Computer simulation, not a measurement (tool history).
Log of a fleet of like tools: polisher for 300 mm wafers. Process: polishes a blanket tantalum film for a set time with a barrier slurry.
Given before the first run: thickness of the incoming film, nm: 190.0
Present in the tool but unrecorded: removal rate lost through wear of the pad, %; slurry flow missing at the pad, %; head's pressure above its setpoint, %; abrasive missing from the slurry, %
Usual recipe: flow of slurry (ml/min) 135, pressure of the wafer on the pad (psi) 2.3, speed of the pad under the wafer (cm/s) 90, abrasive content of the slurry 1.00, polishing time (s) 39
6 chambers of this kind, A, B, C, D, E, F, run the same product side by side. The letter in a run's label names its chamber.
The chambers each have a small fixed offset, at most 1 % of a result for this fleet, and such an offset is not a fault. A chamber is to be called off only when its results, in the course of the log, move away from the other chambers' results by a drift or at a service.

run,hour,flow of slurry (ml/min),pressure of the wafer on the pad (psi),speed of the pad under the wafer (cm/s),abrasive content of the slurry,polishing time (s),wafers polished on this pad,hours since the slurry nozzle was cleaned,hours since the head pressure was calibrated,hours since the slurry blender was calibrated,film removed (nm)
# hour 2.0: chamber B: slurry blender recalibrated
# hour 4.9: chamber B: slurry nozzle cleaned
1A,15.5,135,2.3,90,1.00,39,1103,91.7,63.4,80.7,77.770
# hour 18.9: chamber C: worn pad replaced by a new one
2C,26.7,135,2.3,90,1.00,39,98,182.1,927.4,403.1,79.902
# hour 30.6: chamber C: slurry blender recalibrated
# hour 37.6: chamber E: slurry blender recalibrated
# hour 38.1: chamber A: worn pad replaced by a new one
3B,41.9,135,2.3,90,1.00,39,810,37.0,916.4,40.0,79.288
# hour 48.0: chamber F: worn pad replaced by a new one
4E,49.5,135,2.3,90,1.00,39,813,253.8,214.9,12.0,80.172
# hour 53.8: chamber D: worn pad replaced by a new one
5F,56.3,135,2.3,90,1.00,39,104,354.1,924.5,266.8,81.514
6D,65.2,135,2.3,90,1.00,39,143,254.8,71.7,82.3,78.621
7E,75.2,135,2.3,90,1.00,39,1135,279.5,240.6,37.7,81.127
# hour 81.7: chamber B: worn pad replaced by a new one
8A,85.6,135,2.3,90,1.00,39,597,161.8,133.5,150.8,79.921
# hour 92.4: chamber E: worn pad replaced by a new one
9B,99.0,135,2.3,90,1.00,39,217,94.1,973.5,97.1,79.944
# hour 107.6: chamber C: slurry nozzle cleaned
10F,109.8,135,2.3,90,1.00,39,775,407.6,978.0,320.3,80.074
# hour 123.2: chamber C: worn pad replaced by a new one
11D,125.3,135,2.3,90,1.00,39,898,314.9,131.8,142.4,80.932
12C,132.7,135,2.3,90,1.00,39,120,25.2,1033.4,102.2,80.082
# hour 140.2: chamber A: worn pad replaced by a new one
# hour 140.9: chamber F: slurry blender recalibrated
13B,145.3,135,2.3,90,1.00,39,798,140.4,1019.8,143.4,80.538
# hour 148.4: chamber F: worn pad replaced by a new one
# hour 150.4: chamber D: worn pad replaced by a new one
14A,157.2,135,2.3,90,1.00,39,214,233.4,205.1,222.4,79.693
15E,166.7,135,2.3,90,1.00,39,933,371.0,332.1,129.2,80.913
16D,178.0,135,2.3,90,1.00,39,346,367.6,184.5,195.1,78.518
# hour 181.8: chamber C: head pressure recalibrated
# hour 188.3: chamber B: worn pad replaced by a new one
17C,190.5,135,2.3,90,1.00,39,845,83.0,8.8,160.0,78.887
18F,197.4,135,2.3,90,1.00,39,615,495.2,1065.6,56.6,80.276
# hour 202.3: chamber E: worn pad replaced by a new one
# hour 202.3: chamber D: slurry blender recalibrated
19F,204.1,135,2.3,90,1.00,39,700,501.9,1072.3,63.3,79.863
20B,218.1,135,2.3,90,1.00,39,375,213.2,1092.6,216.2,81.749
21C,232.6,135,2.3,90,1.00,39,1374,125.1,50.9,202.1,80.256
# hour 233.0: chamber C: worn pad replaced by a new one
# hour 236.8: chamber B: slurry nozzle cleaned
# hour 238.4: chamber A: worn pad replaced by a new one
# hour 244.6: chamber A: slurry nozzle cleaned
22E,245.6,135,2.3,90,1.00,39,543,449.9,411.0,208.1,79.476
# hour 249.7: chamber A: slurry blender recalibrated
23D,254.6,135,2.3,90,1.00,39,1308,444.2,261.1,52.3,79.910
# hour 256.3: chamber D: worn pad replaced by a new one
# hour 263.8: chamber F: worn pad replaced by a new one
24A,267.5,135,2.3,90,1.00,39,366,23.0,315.4,17.8,77.847
25D,283.0,135,2.3,90,1.00,39,335,472.6,289.5,80.7,78.794
# hour 287.0: chamber B: head pressure recalibrated
# hour 292.9: chamber B: worn pad replaced by a new one
26B,297.2,135,2.3,90,1.00,39,54,60.4,10.3,295.3,79.673
# hour 302.0: chamber E: worn pad replaced by a new one
27F,307.2,95,2.3,90,1.00,39,545,605.0,1175.4,166.4,75.636
28A,319.0,95,2.3,90,1.00,39,1012,74.5,366.9,69.3,74.407
# hour 331.4: chamber A: worn pad replaced by a new one
29C,331.8,95,2.3,90,1.00,39,1240,224.3,150.1,301.3,74.975
# hour 340.4: chamber B: slurry blender recalibrated
30E,344.0,95,2.3,90,1.00,39,528,548.3,509.4,306.5,68.951
# hour 345.9: chamber E: slurry blender recalibrated
# hour 346.0: chamber C: worn pad replaced by a new one
# hour 353.2: chamber D: worn pad replaced by a new one
31F,353.3,95,2.3,90,1.00,39,1124,651.1,1221.5,212.5,75.312
32E,360.7,95,2.3,90,1.00,39,738,565.0,526.1,14.9,69.805
# hour 365.4: chamber F: worn pad replaced by a new one
# hour 369.5: chamber E: head pressure recalibrated
33C,372.8,135,2.3,90,1.25,39,336,265.3,191.1,342.3,86.339
34D,383.1,135,2.3,90,1.25,39,376,572.7,389.6,180.8,83.406
# hour 390.8: chamber D: slurry blender recalibrated
# hour 391.1: chamber E: worn pad replaced by a new one
35B,393.3,135,2.3,90,1.25,39,1261,156.5,106.4,52.9,84.367
# hour 395.2: chamber C: slurry blender recalibrated
# hour 399.9: chamber C: slurry nozzle cleaned
# hour 402.6: chamber B: worn pad replaced by a new one
36A,408.6,135,2.3,90,1.25,39,969,164.1,456.5,158.9,86.430
37F,420.0,135,2.3,90,1.25,39,686,717.8,1288.2,279.2,85.952
38A,431.3,135,2.3,90,1.25,39,1254,186.8,479.2,181.6,82.673
39B,442.2,135,2.3,90,1.00,39,497,205.4,155.3,101.8,79.306
# hour 450.8: chamber C: worn pad replaced by a new one
40C,457.1,135,2.3,90,1.00,39,80,57.3,275.4,62.0,81.549
# hour 461.3: chamber D: worn pad replaced by a new one
41D,469.4,100,2.3,90,1.00,39,102,659.0,475.9,78.6,73.450
# hour 476.8: chamber E: worn pad replaced by a new one
42E,484.9,100,2.3,90,1.00,39,102,689.2,115.4,139.1,65.464
43D,491.9,100,2.3,90,1.00,39,384,681.5,498.4,101.1,73.625

What goes on in this fleet: one chamber off, a drifting gauge, or nothing beyond the chambers' own small offsets? Name the chamber and the cause, if any.

Chamber E drifts away from the others.
Likeliest cause: slurry flow missing at the pad, % = 39.

Below are 4 candidate recipes for chamber E's next run, each the usual settings with a change, their results shown as question marks. Which of them brings E's results back in line with what the other chambers give on the usual settings?
Counts as in line when no further than this from what the other chambers average on the usual settings: film removed (nm) 3.200
44E-1,503.0,135,2.2,90,1.00,39,,,,,?
44E-2,503.0,135,2.3,92,1.00,40,,,,,?
44E-3,503.0,135,2.4,94,1.00,40,,,,,?
44E-4,503.0,135,2.2,90,1.00,37,,,,,?

Mean of the other chambers on the usual settings: film removed (nm) 79.825
run,film removed (nm)
44E-1,69.388
44E-2,76.015
44E-3,81.006
44E-4,65.829
44E-3 brings the chamber back in line.
